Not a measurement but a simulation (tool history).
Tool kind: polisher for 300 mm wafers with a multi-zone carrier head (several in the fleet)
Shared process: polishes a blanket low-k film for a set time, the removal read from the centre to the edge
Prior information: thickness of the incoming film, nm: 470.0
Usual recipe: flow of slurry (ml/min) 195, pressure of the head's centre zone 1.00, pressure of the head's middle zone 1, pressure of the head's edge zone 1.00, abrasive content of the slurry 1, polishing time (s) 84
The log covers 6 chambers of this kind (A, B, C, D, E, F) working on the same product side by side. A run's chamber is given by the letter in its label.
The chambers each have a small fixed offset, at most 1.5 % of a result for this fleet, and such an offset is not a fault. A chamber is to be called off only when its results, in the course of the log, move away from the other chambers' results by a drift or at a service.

| run | hour | flow of slurry (ml/min) | pressure of the head's centre zone | pressure of the head's middle zone | pressure of the head's edge zone | abrasive content of the slurry | polishing time (s) | film removed at the wafer's centre (Å) | film removed at mid-radius (Å) | film removed at the wafer's edge (Å) |
|---|---|---|---|---|---|---|---|---|---|---|
| 1E | 6.5 | 195 | 1.00 | 1 | 1.00 | 1 | 84 | 331.11 | 325.25 | 330.76 |
|  | 18.0 | chamber E: worn pad replaced by a new one |
| 2B | 18.6 | 195 | 1.00 | 1 | 1.00 | 1 | 84 | 326.51 | 327.50 | 324.90 |
| 3F | 25.1 | 195 | 1.00 | 1 | 1.00 | 1 | 84 | 322.54 | 322.30 | 329.38 |
| 4D | 36.8 | 195 | 1.00 | 1 | 1.00 | 1 | 84 | 321.92 | 331.95 | 319.02 |
| 5A | 49.4 | 195 | 1.00 | 1 | 1.00 | 1 | 84 | 327.25 | 323.76 | 323.96 |
|  | 59.0 | chamber B: worn pad replaced by a new one |
| 6C | 59.2 | 195 | 1.00 | 1 | 1.00 | 1 | 84 | 324.86 | 320.79 | 327.31 |
|  | 63.7 | chamber A: worn pad replaced by a new one |
|  | 65.5 | chamber F: worn pad replaced by a new one |
| 7F | 69.2 | 195 | 1.00 | 1 | 1.00 | 1 | 84 | 323.60 | 329.12 | 331.14 |
| 8A | 75.9 | 195 | 1.00 | 1 | 1.00 | 1 | 84 | 326.12 | 325.04 | 325.61 |
| 9B | 82.2 | 195 | 1.00 | 1 | 1.00 | 1 | 84 | 325.90 | 327.04 | 335.60 |
|  | 90.1 | chamber C: slurry nozzle cleaned |
|  | 90.4 | chamber C: worn pad replaced by a new one |
|  | 90.6 | chamber E: worn pad replaced by a new one |
| 10D | 93.7 | 195 | 1.00 | 1 | 1.00 | 1 | 84 | 325.51 | 329.32 | 324.54 |
| 11C | 104.4 | 195 | 1.00 | 1 | 1.00 | 1 | 84 | 330.25 | 329.96 | 327.65 |
|  | 107.6 | chamber D: worn pad replaced by a new one |
| 12E | 113.5 | 195 | 1.00 | 1 | 1.00 | 1 | 84 | 330.64 | 325.33 | 326.24 |
| 13D | 120.4 | 195 | 1.00 | 1 | 1.00 | 1 | 84 | 320.83 | 328.84 | 318.97 |
| 14E | 127.2 | 195 | 1.07 | 1 | 1.00 | 1 | 84 | 355.75 | 326.47 | 328.41 |
|  | 131.2 | chamber F: worn pad replaced by a new one |
|  | 138.5 | chamber F: slurry nozzle cleaned |
| 15B | 138.6 | 195 | 1.07 | 1 | 1.00 | 1 | 84 | 353.67 | 327.65 | 324.83 |
| 16F | 148.4 | 195 | 1.07 | 1 | 1.00 | 1 | 84 | 348.91 | 324.83 | 330.85 |
|  | 149.6 | chamber A: worn pad replaced by a new one |
| 17A | 154.6 | 195 | 1.07 | 1 | 1.00 | 1 | 84 | 352.31 | 326.38 | 329.54 |
|  | 161.9 | chamber E: worn pad replaced by a new one |
| 18C | 162.4 | 195 | 1.07 | 1 | 1.00 | 1 | 84 | 350.93 | 330.95 | 328.80 |
|  | 163.0 | chamber E: slurry nozzle cleaned |
| 19A | 172.3 | 195 | 1.07 | 1 | 1.00 | 1 | 84 | 356.43 | 320.98 | 330.46 |
|  | 175.4 | chamber B: worn pad replaced by a new one |
| 20B | 180.0 | 195 | 1.00 | 1 | 1.00 | 1 | 84 | 326.13 | 331.82 | 330.63 |
| 21F | 185.6 | 195 | 1.00 | 1 | 1.00 | 1 | 84 | 326.32 | 324.22 | 327.37 |
|  | 190.0 | chamber F: edge zone pressure recalibrated |
|  | 194.2 | chamber A: slurry nozzle cleaned |
| 22D | 194.6 | 195 | 1.00 | 1 | 1.00 | 1 | 84 | 322.87 | 331.97 | 320.18 |
|  | 196.7 | chamber F: worn pad replaced by a new one |
| 23E | 200.4 | 195 | 1.00 | 1 | 1.00 | 1 | 84 | 325.96 | 324.46 | 335.77 |
| 24C | 207.2 | 195 | 1.00 | 1 | 1.00 | 1 | 84 | 326.18 | 324.85 | 331.33 |
| 25C | 219.5 | 195 | 1.00 | 1 | 1.12 | 1 | 84 | 323.35 | 328.23 | 347.94 |
|  | 224.8 | chamber A: worn pad replaced by a new one |
|  | 226.6 | chamber E: worn pad replaced by a new one |
| 26D | 228.0 | 195 | 1.00 | 1 | 1.12 | 1 | 84 | 321.96 | 329.20 | 345.96 |
|  | 235.2 | chamber D: centre zone pressure recalibrated |
| 27E | 236.9 | 195 | 1.00 | 1 | 1.12 | 1 | 84 | 329.75 | 323.95 | 343.85 |
| 28A | 247.7 | 195 | 1.00 | 1 | 1.12 | 1 | 84 | 330.57 | 325.27 | 354.20 |
|  | 254.2 | chamber A: edge zone pressure recalibrated |
|  | 258.0 | chamber F: worn pad replaced by a new one |
| 29F | 260.0 | 195 | 1.00 | 1 | 1.12 | 1 | 84 | 327.89 | 326.08 | 349.60 |
|  | 269.0 | chamber C: worn pad replaced by a new one |
| 30B | 270.2 | 195 | 1.00 | 1 | 1.12 | 1 | 84 | 322.56 | 326.35 | 342.75 |
| 31A | 278.1 | 235 | 1.00 | 1 | 1.00 | 1 | 84 | 338.25 | 334.86 | 334.07 |
|  | 279.9 | chamber D: worn pad replaced by a new one |
|  | 287.0 | chamber B: worn pad replaced by a new one |
| 32F | 288.9 | 235 | 1.00 | 1 | 1.00 | 1 | 84 | 332.84 | 331.43 | 335.80 |
|  | 290.6 | chamber E: worn pad replaced by a new one |
| 33C | 296.5 | 235 | 1.00 | 1 | 1.00 | 1 | 84 | 336.42 | 336.02 | 333.28 |
| 34D | 306.1 | 235 | 1.00 | 1 | 1.00 | 1 | 84 | 331.97 | 338.67 | 325.31 |
| 35E | 318.3 | 235 | 1.00 | 1 | 1.00 | 1 | 84 | 343.13 | 333.24 | 337.63 |
| 36B | 325.5 | 235 | 1.00 | 1 | 1.00 | 1 | 84 | 338.37 | 332.83 | 334.36 |
| 37D | 334.9 | 195 | 1.00 | 1 | 1.00 | 1 | 84 | 325.81 | 327.50 | 320.44 |

All chambers now run identical settings, listed one chamber a line with results as question marks. What results will each chamber show?
| 38A | 344.0 | 195 | 1.00 | 1 | 1.00 | 1 | 84 | ? | ? | ? |
| 38B | 344.0 | 195 | 1.00 | 1 | 1.00 | 1 | 84 | ? | ? | ? |
| 38C | 344.0 | 195 | 1.00 | 1 | 1.00 | 1 | 84 | ? | ? | ? |
| 38D | 344.0 | 195 | 1.00 | 1 | 1.00 | 1 | 84 | ? | ? | ? |
| 38E | 344.0 | 195 | 1.00 | 1 | 1.00 | 1 | 84 | ? | ? | ? |
| 38F | 344.0 | 195 | 1.00 | 1 | 1.00 | 1 | 84 | ? | ? | ? |

| run | film removed at the wafer's centre (Å) | film removed at mid-radius (Å) | film removed at the wafer's edge (Å) |
|---|---|---|---|
| 38A | 326.81 | 322.80 | 327.30 |
| 38B | 328.01 | 326.87 | 330.13 |
| 38C | 325.94 | 327.78 | 329.61 |
| 38D | 326.34 | 332.16 | 322.03 |
| 38E | 329.18 | 323.97 | 325.11 |
| 38F | 323.21 | 325.59 | 326.61 |
